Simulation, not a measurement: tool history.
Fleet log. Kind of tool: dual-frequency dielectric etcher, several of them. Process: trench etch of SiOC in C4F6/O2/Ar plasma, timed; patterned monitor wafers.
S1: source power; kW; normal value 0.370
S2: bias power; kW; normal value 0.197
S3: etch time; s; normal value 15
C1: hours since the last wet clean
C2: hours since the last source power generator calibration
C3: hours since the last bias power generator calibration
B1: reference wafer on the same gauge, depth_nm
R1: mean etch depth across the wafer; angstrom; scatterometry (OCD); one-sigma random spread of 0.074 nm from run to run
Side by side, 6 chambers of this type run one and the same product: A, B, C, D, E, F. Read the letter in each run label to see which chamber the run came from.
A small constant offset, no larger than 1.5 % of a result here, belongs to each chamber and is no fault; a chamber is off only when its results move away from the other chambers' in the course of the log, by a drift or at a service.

{"run": "1E", "hour": 6.2, "S1": 0.37, "S2": 0.197, "S3": 15, "C1": 342.3, "C2": 948.5, "C3": 261.2, "B1": 29.522, "R1": 310.01}
{"run": "2C", "hour": 15.5, "S1": 0.37, "S2": 0.197, "S3": 15, "C1": 160.9, "C2": 138.1, "C3": 4380.7, "B1": 29.511, "R1": 310.61}
{"run": "3A", "hour": 24.3, "S1": 0.37, "S2": 0.197, "S3": 15, "C1": 431.4, "C2": 1505.5, "C3": 142.7, "B1": 29.506, "R1": 315.32}
{"run": "4F", "hour": 29.8, "S1": 0.37, "S2": 0.197, "S3": 15, "C1": 42.0, "C2": 744.4, "C3": 340.3, "B1": 29.495, "R1": 314.36}
{"run": "5D", "hour": 37.1, "S1": 0.37, "S2": 0.197, "S3": 15, "C1": 197.6, "C2": 363.7, "C3": 120.6, "B1": 29.511, "R1": 311.31}
{"run": "6B", "hour": 42.5, "S1": 0.37, "S2": 0.197, "S3": 15, "C1": 352.5, "C2": 1306.2, "C3": 229.4, "B1": 29.499, "R1": 310.73}
{"run": "7E", "hour": 52.4, "S1": 0.37, "S2": 0.197, "S3": 15, "C1": 388.5, "C2": 994.7, "C3": 307.4, "B1": 29.507, "R1": 309.87}
{"run": "8C", "hour": 58.3, "S1": 0.37, "S2": 0.197, "S3": 15, "C1": 203.7, "C2": 180.9, "C3": 4423.5, "B1": 29.52, "R1": 311.25}
{"run": "9F", "hour": 66.7, "S1": 0.37, "S2": 0.197, "S3": 15, "C1": 78.9, "C2": 781.3, "C3": 377.2, "B1": 29.485, "R1": 314.77}
{"run": "10A", "hour": 74.4, "S1": 0.37, "S2": 0.197, "S3": 15, "C1": 481.5, "C2": 1555.6, "C3": 192.8, "B1": 29.507, "R1": 315.56}
{"run": "11B", "hour": 84.3, "S1": 0.37, "S2": 0.197, "S3": 15, "C1": 394.3, "C2": 1348.0, "C3": 271.2, "B1": 29.505, "R1": 310.49}
{"run": "12D", "hour": 90.7, "S1": 0.37, "S2": 0.197, "S3": 15, "C1": 251.2, "C2": 417.3, "C3": 174.2, "B1": 29.485, "R1": 310.07}
{"run": "13C", "hour": 99.3, "S1": 0.37, "S2": 0.197, "S3": 15, "C1": 244.7, "C2": 221.9, "C3": 4464.5, "B1": 29.506, "R1": 312.1}
{"run": "14B", "hour": 104.6, "S1": 0.37, "S2": 0.197, "S3": 15, "C1": 414.6, "C2": 1368.3, "C3": 291.5, "B1": 29.492, "R1": 309.75}
{"run": "15D", "hour": 113.3, "S1": 0.37, "S2": 0.197, "S3": 15, "C1": 273.8, "C2": 439.9, "C3": 196.8, "B1": 29.514, "R1": 310.91}
{"run": "16F", "hour": 120.4, "S1": 0.37, "S2": 0.197, "S3": 15, "C1": 132.6, "C2": 835.0, "C3": 430.9, "B1": 29.503, "R1": 313.47}
{"run": "17E", "hour": 126.1, "S1": 0.37, "S2": 0.197, "S3": 15, "C1": 462.2, "C2": 1068.4, "C3": 381.1, "B1": 29.499, "R1": 310.52}
{"run": "18A", "hour": 135.3, "S1": 0.37, "S2": 0.159, "S3": 15, "C1": 542.4, "C2": 1616.5, "C3": 253.7, "B1": 29.505, "R1": 294.94}
{"run": "19E", "hour": 145.5, "S1": 0.37, "S2": 0.159, "S3": 15, "C1": 481.6, "C2": 1087.8, "C3": 400.5, "B1": 29.495, "R1": 290.25}
{"run": "20D", "hour": 154.6, "S1": 0.37, "S2": 0.159, "S3": 15, "C1": 315.1, "C2": 481.2, "C3": 238.1, "B1": 29.524, "R1": 290.05}
{"run": "21A", "hour": 164.3, "S1": 0.37, "S2": 0.159, "S3": 15, "C1": 571.4, "C2": 1645.5, "C3": 282.7, "B1": 29.501, "R1": 293.45}
{"run": "22F", "hour": 173.9, "S1": 0.37, "S2": 0.159, "S3": 15, "C1": 186.1, "C2": 888.5, "C3": 484.4, "B1": 29.507, "R1": 292.94}
{"run": "23B", "hour": 184.0, "S1": 0.37, "S2": 0.159, "S3": 15, "C1": 494.0, "C2": 1447.7, "C3": 370.9, "B1": 29.514, "R1": 289.09}
{"run": "24C", "hour": 192.8, "S1": 0.37, "S2": 0.197, "S3": 15, "C1": 338.2, "C2": 315.4, "C3": 4558.0, "B1": 29.505, "R1": 310.44}
{"run": "25A", "hour": 200.3, "S1": 0.37, "S2": 0.197, "S3": 15, "C1": 607.4, "C2": 1681.5, "C3": 318.7, "B1": 29.486, "R1": 315.54}
{"hour": 204.1, "done": "chamber D: wet clean of the chamber"}
{"run": "26D", "hour": 205.0, "S1": 0.37, "S2": 0.197, "S3": 15, "C1": 0.9, "C2": 531.6, "C3": 288.5, "B1": 29.5, "R1": 312.88}
{"run": "27C", "hour": 210.0, "S1": 0.37, "S2": 0.197, "S3": 15, "C1": 355.4, "C2": 332.6, "C3": 4575.2, "B1": 29.513, "R1": 310.79}
{"hour": 214.5, "done": "chamber A: wet clean of the chamber"}
{"run": "28E", "hour": 219.8, "S1": 0.37, "S2": 0.197, "S3": 15, "C1": 555.9, "C2": 1162.1, "C3": 474.8, "B1": 29.502, "R1": 308.64}
{"hour": 220.5, "done": "chamber E: wet clean of the chamber"}
{"run": "29F", "hour": 226.1, "S1": 0.32, "S2": 0.219, "S3": 15, "C1": 238.3, "C2": 940.7, "C3": 536.6, "B1": 29.501, "R1": 308.15}
{"run": "30B", "hour": 234.6, "S1": 0.32, "S2": 0.219, "S3": 15, "C1": 544.6, "C2": 1498.3, "C3": 421.5, "B1": 29.489, "R1": 302.96}
{"run": "31C", "hour": 243.2, "S1": 0.32, "S2": 0.219, "S3": 15, "C1": 388.6, "C2": 365.8, "C3": 4608.4, "B1": 29.513, "R1": 304.74}
{"run": "32F", "hour": 253.4, "S1": 0.32, "S2": 0.219, "S3": 15, "C1": 265.6, "C2": 968.0, "C3": 563.9, "B1": 29.502, "R1": 308.62}
{"run": "33A", "hour": 262.8, "S1": 0.32, "S2": 0.219, "S3": 15, "C1": 48.4, "C2": 1744.0, "C3": 381.2, "B1": 29.496, "R1": 308.44}
{"run": "34D", "hour": 267.8, "S1": 0.32, "S2": 0.219, "S3": 15, "C1": 63.7, "C2": 594.4, "C3": 351.3, "B1": 29.503, "R1": 304.03}
{"run": "35E", "hour": 272.7, "S1": 0.37, "S2": 0.197, "S3": 15, "C1": 52.2, "C2": 1215.0, "C3": 527.7, "B1": 29.499, "R1": 311.47}
{"run": "36B", "hour": 281.0, "S1": 0.37, "S2": 0.197, "S3": 15, "C1": 591.0, "C2": 1544.7, "C3": 467.9, "B1": 29.503, "R1": 310.37}
{"run": "37C", "hour": 290.0, "S1": 0.37, "S2": 0.197, "S3": 15, "C1": 435.4, "C2": 412.6, "C3": 4655.2, "B1": 29.483, "R1": 310.5}
{"run": "38B", "hour": 298.8, "S1": 0.34, "S2": 0.197, "S3": 15, "C1": 608.8, "C2": 1562.5, "C3": 485.7, "B1": 29.506, "R1": 300.25}
{"run": "39E", "hour": 308.3, "S1": 0.34, "S2": 0.197, "S3": 15, "C1": 87.8, "C2": 1250.6, "C3": 563.3, "B1": 29.501, "R1": 299.62}

Read the log: is a single chamber off, either drifting away or since a service, is the gauge that measures every chamber drifting, or is nothing wrong beyond small per-chamber offsets? Name any odd chamber and what most likely caused it.

Beyond each chamber's small constant offset nothing stands out, and the gauge stays steady.

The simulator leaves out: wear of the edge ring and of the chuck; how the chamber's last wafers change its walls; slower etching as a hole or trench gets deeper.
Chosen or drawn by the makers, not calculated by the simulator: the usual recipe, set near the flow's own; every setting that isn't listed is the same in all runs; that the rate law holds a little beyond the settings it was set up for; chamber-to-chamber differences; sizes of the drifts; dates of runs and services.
